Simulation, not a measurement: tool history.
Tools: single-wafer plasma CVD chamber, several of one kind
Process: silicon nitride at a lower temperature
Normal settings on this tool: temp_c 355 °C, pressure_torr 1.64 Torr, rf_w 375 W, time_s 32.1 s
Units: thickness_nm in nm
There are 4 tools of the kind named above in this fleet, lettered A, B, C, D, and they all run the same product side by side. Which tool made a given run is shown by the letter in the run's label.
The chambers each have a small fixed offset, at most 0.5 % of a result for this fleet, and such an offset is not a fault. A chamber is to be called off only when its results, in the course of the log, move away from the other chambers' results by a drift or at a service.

run    day  temp_c  pressure_torr  rf_w  time_s  read-back reference wafer on the same gauge, thickness_nm  thickness_nm
 1D  0.271     355           1.64   375    32.1                                                     52.327        44.009
 2B  0.646     355           1.64   375    32.1                                                     52.373        43.797
 3A  0.833     355           1.64   375    32.1                                                     52.293        43.918
 4C  1.208     355           1.64   375    32.1                                                     52.304        43.875
     1.625  -- chamber B: thermocouple changed; heater temperature recalibrated
 5A  1.638     355           1.64   375    32.1                                                     52.328        44.096
 6D  2.000     355           1.64   375    32.1                                                     52.355        43.453
 7C  2.338     350           1.64   375    34.5                                                     52.258        47.259
 8B  2.558     350           1.64   375    34.5                                                     52.317        47.555
 9A  2.750     350           1.64   375    34.5                                                     52.384        47.426
10B  2.958     350           1.64   375    34.5                                                     52.348        47.210
11C  3.171     355           1.64   375    32.1                                                     52.271        43.858
12D  3.396     355           1.64   375    32.1                                                     52.308        43.399
13D  3.667     355           1.32   375    34.3                                                     52.226        43.239
14B  3.925     355           1.32   375    34.3                                                     52.325        44.128
15C  4.333     355           1.32   375    34.3                                                     52.282        44.010
16A  4.683     355           1.32   375    34.3                                                     52.334        43.959
17B  4.888     355           1.64   375    32.1                                                     52.324        43.769
18A  5.125     355           1.64   375    32.1                                                     52.309        43.837
19D  5.392     355           1.64   375    32.1                                                     52.274        42.764
20C  5.588     355           1.64   375    32.1                                                     52.339        43.249
     5.646  -- chamber C: RF generator calibrated
21B  5.942     355           1.64   375    32.1                                                     52.281        43.496
22C  6.229     355           1.64   375    32.1                                                     52.292        43.795
23A  6.667     355           1.64   375    32.1                                                     52.324        43.889
24D  7.025     363           1.64   375    32.1                                                     52.253        42.447
25A  7.396     363           1.64   375    32.1                                                     52.358        43.568

What goes on in this fleet: one chamber off, a drifting gauge, or nothing beyond the chambers' own small offsets? Name the chamber and the cause, if any.

One chamber, D, drifts off from the rest bit by bit.
Cause: delivered RF power below the setpoint (%) = 4.7.

Below are 4 candidate recipes for chamber D's next run, each the usual settings with a change, their results shown as question marks. Which of them brings D's results back in line with what the other chambers give on the usual settings?
To be in line, a result may differ from the other chambers' mean on the usual settings by at most: thickness_nm 0.790 nm
26D-1  7.708     355           1.64   355    32.1                                                                        ?
26D-2  7.708     355           1.65   380    32.7                                                                        ?
26D-3  7.708     355           1.61   365    30.8                                                                        ?
26D-4  7.708     355           1.67   385    33.4                                                                        ?

Other chambers, usual settings, mean: thickness_nm 43.835 nm
  run  thickness_nm
26D-1        41.134
26D-2        43.823
26D-3        39.968
26D-4        45.281
26D-2 puts the chamber back in line with the other chambers.
